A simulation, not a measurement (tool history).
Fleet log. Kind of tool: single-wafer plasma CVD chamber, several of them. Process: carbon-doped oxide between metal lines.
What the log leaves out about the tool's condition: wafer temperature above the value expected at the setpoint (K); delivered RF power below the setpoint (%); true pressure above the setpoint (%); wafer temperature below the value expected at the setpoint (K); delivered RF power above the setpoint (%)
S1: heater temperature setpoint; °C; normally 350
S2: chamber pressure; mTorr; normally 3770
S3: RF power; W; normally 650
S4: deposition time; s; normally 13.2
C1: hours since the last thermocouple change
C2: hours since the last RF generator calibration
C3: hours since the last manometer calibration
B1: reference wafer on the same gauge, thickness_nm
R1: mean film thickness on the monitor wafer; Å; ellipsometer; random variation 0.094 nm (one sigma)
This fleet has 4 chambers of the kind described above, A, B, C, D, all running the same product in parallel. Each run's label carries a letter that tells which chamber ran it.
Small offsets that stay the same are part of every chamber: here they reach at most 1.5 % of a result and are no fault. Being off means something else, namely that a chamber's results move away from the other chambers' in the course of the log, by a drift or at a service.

run   hour   S1    S2   S3    S4      C1      C2      C3      B1      R1
 1B    9.5  350  3770  650  13.2   879.1   386.5   579.8   78.62  786.69
 2D   15.5  350  3770  650  13.2  1960.1  1252.3  1655.5  78.632  768.36
 3C   25.8  350  3770  650  13.2   294.4  1061.2    88.8  78.616   775.8
 4A   34.3  350  3770  650  13.2   741.3   705.8   823.4  78.657  773.32
 5C   39.5  350  3770  650  13.2   308.1  1074.9   102.5  78.701  775.69
 6D   48.8  350  3770  650  13.2  1993.4  1285.6  1688.8  78.703  767.61
 7A   55.7  350  3340  650  13.2   762.7   727.2   844.8  78.698  763.77
 8B   66.3  350  3340  650  13.2   935.9   443.3   636.6  78.716  776.77
 9A   76.1  350  3340  650  13.2   783.1   747.6   865.2  78.724  762.93
      85.4  -- chamber C: RF generator calibrated
10D   86.3  350  3340  650  13.2  2030.9  1323.1  1726.3  78.741  759.68
11B   91.5  350  3770  650  13.2   961.1   468.5   661.8  78.722  786.43
12C   98.8  350  3770  650  13.2   367.4    13.4   161.8  78.753  776.49
13D  108.5  350  3770  700  13.2  2053.1  1345.3  1748.5  78.781  805.25
14B  113.7  350  3770  700  13.2   983.3   490.7     684  78.799  821.96
15A  121.4  350  3770  700  13.2   828.4   792.9   910.5   78.77  806.87
16C  130.6  350  3770  700  13.2   399.2    45.2   193.6  78.815   809.9
17A  138.8  350  3770  650  13.2   845.8   810.3   927.9  78.818  773.92
18C  144.8  350  3770  650  13.2   413.4    59.4   207.8  78.821  774.72
19D  151.8  350  3770  650  13.2  2096.4  1388.6  1791.8  78.853  770.93
20B  158.5  357  3770  650  13.2  1028.1   535.5   728.8  78.849   771.3
21D  164.2  357  3770  650  13.2  2108.8    1401  1804.2  78.841  756.25
22B  169.5  357  3770  650  13.2  1039.1   546.5   739.8  78.884  773.73
23C  177.4  357  3770  650  13.2     446      92   240.4  78.903  762.75
24A  184.1  350  3770  650  13.2   891.1   855.6   973.2  78.869  775.01
25D  193.1  350  3770  650  13.2  2137.7  1429.9  1833.1  78.917  769.89
26A  202.5  350  3770  540  13.2   909.5     874   991.6  78.921  692.43
27B  208.2  350  3770  540  13.2  1077.8   585.2   778.5  78.926  702.33
28C  214.7  350  3770  540  13.2   483.3   129.3   277.7  78.924  691.31
29C  221.2  350  3770  540  13.2   489.8   135.8   284.2  78.954  692.09
30A  229.4  350  4240  600  13.2   936.4   900.9  1018.5  78.946  748.65
31B  234.4  350  4240  600  13.2    1104   611.4   804.7  78.969  759.87
32D  241.4  350  4240  600  13.2    2186  1478.2  1881.4  78.979   745.7
33D  246.7  350  4240  600  13.2  2191.3  1483.5  1886.7  78.967  746.59

Does one chamber stand apart from the rest, does the shared gauge drift, or is all well apart from small per-chamber offsets? Give the chamber and the most likely cause, where there is one.

It is the gauge, not a chamber: its drift shows up in every chamber's results at once, and no chamber is off.
Cause: gauge reads high (%) = 0.503.
